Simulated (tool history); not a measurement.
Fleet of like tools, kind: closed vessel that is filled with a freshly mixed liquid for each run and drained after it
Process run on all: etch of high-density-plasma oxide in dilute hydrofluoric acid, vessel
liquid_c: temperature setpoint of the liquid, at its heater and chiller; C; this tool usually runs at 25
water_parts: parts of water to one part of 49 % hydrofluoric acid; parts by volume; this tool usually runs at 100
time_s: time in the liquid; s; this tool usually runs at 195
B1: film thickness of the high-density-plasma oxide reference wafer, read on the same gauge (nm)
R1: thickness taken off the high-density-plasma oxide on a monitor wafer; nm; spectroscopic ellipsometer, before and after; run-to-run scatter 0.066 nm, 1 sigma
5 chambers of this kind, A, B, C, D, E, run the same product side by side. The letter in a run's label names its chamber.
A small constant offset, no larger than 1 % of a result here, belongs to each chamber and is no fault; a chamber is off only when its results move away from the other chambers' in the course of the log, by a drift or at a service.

At hour 6.3: chamber C: thermometer replaced.
Run 1E, hour 12.8: usual settings; B1 100.01. Result: R1 10.414 nm.
Run 2B, hour 21.2: usual settings; B1 100.01. Result: R1 10.168 nm.
Run 3A, hour 31.7: usual settings; B1 100.01. Result: R1 10.347 nm.
Run 4D, hour 39.2: usual settings; B1 100.01. Result: R1 10.401 nm.
Run 5C, hour 45.3: usual settings; B1 99.989. Result: R1 10.378 nm.
Run 6E, hour 56.8: usual settings; B1 100.01. Result: R1 10.405 nm.
Run 7C, hour 66.6: usual settings; B1 100. Result: R1 10.295 nm.
Run 8B, hour 79: usual settings; B1 100.02. Result: R1 10.482 nm.
Run 9D, hour 86.2: usual settings; B1 100. Result: R1 10.453 nm.
Run 10A, hour 95.6: usual settings; B1 100.01. Result: R1 10.421 nm.
Run 11D, hour 104: usual settings; B1 99.999. Result: R1 10.394 nm.
Run 12C, hour 113.8: usual settings but liquid_c 27.5 C; B1 99.994. Result: R1 11.573 nm.
Run 13A, hour 119.5: usual settings but liquid_c 27.5 C; B1 100.01. Result: R1 11.388 nm.
Run 14E, hour 125.6: usual settings but liquid_c 27.5 C; B1 99.983. Result: R1 11.393 nm.
At hour 131: chamber E: hydrofluoric acid flow meter replaced.
Run 15B, hour 134.3: usual settings but liquid_c 27.5 C; B1 99.999. Result: R1 11.607 nm.
Run 16B, hour 147.3: usual settings but liquid_c 27.5 C; B1 99.998. Result: R1 11.601 nm.
Run 17A, hour 156.7: usual settings but water_parts 125 parts by volume; B1 99.982. Result: R1 8.006 nm.
Run 18D, hour 169.4: usual settings but water_parts 125 parts by volume; B1 100. Result: R1 8.0399 nm.
Run 19C, hour 175.7: usual settings but water_parts 125 parts by volume; B1 100.01. Result: R1 8.09 nm.
Run 20E, hour 181.9: usual settings but water_parts 125 parts by volume; B1 99.994. Result: R1 8.0973 nm.
Run 21A, hour 187.9: usual settings but water_parts 125 parts by volume; B1 100. Result: R1 8.0423 nm.
Run 22D, hour 197.2: usual settings; B1 99.991. Result: R1 10.431 nm.
Run 23B, hour 205.9: usual settings; B1 99.997. Result: R1 10.632 nm.
Run 24E, hour 214.5: usual settings; B1 100.01. Result: R1 10.402 nm.
Run 25C, hour 223.1: usual settings; B1 100.01. Result: R1 10.404 nm.
Run 26E, hour 234.1: usual settings; B1 99.99. Result: R1 10.534 nm.
Run 27B, hour 243.5: usual settings; B1 99.999. Result: R1 10.803 nm.
At hour 246.3: chamber C: hydrofluoric acid flow meter replaced.
Run 28C, hour 254.1: usual settings but water_parts 85 parts by volume; B1 100.01. Result: R1 12.483 nm.
Run 29A, hour 260: usual settings but water_parts 85 parts by volume; B1 100. Result: R1 12.29 nm.
Run 30D, hour 269.9: usual settings but water_parts 85 parts by volume; B1 99.978. Result: R1 12.579 nm.
Run 31D, hour 279.1: usual settings but water_parts 85 parts by volume; B1 99.999. Result: R1 12.551 nm.
Run 32A, hour 287.5: usual settings but water_parts 85 parts by volume; B1 100.01. Result: R1 12.359 nm.
Run 33C, hour 294.1: usual settings; B1 100.01. Result: R1 10.35 nm.
Run 34E, hour 304.9: usual settings; B1 99.997. Result: R1 10.524 nm.
Run 35B, hour 313.1: usual settings but time_s 295 s; B1 99.986. Result: R1 16.303 nm.
Run 36B, hour 322.8: usual settings but time_s 295 s; B1 100. Result: R1 16.559 nm.
Run 37C, hour 334: usual settings but time_s 295 s; B1 100. Result: R1 15.781 nm.
Run 38D, hour 345.7: usual settings but time_s 295 s; B1 99.994. Result: R1 15.914 nm.
Run 39A, hour 353.4: usual settings but time_s 295 s; B1 99.988. Result: R1 15.924 nm.

Next, every chamber runs the same settings. What will each give?
Run 40A, hour 362.8: usual settings. Result: R1 ?.
Run 40B, hour 362.8: usual settings. Result: R1 ?.
Run 40C, hour 362.8: usual settings. Result: R1 ?.
Run 40D, hour 362.8: usual settings. Result: R1 ?.
Run 40E, hour 362.8: usual settings. Result: R1 ?.

run      R1
40A  10.343
40B  11.065
40C  10.398
40D  10.502
40E  10.468
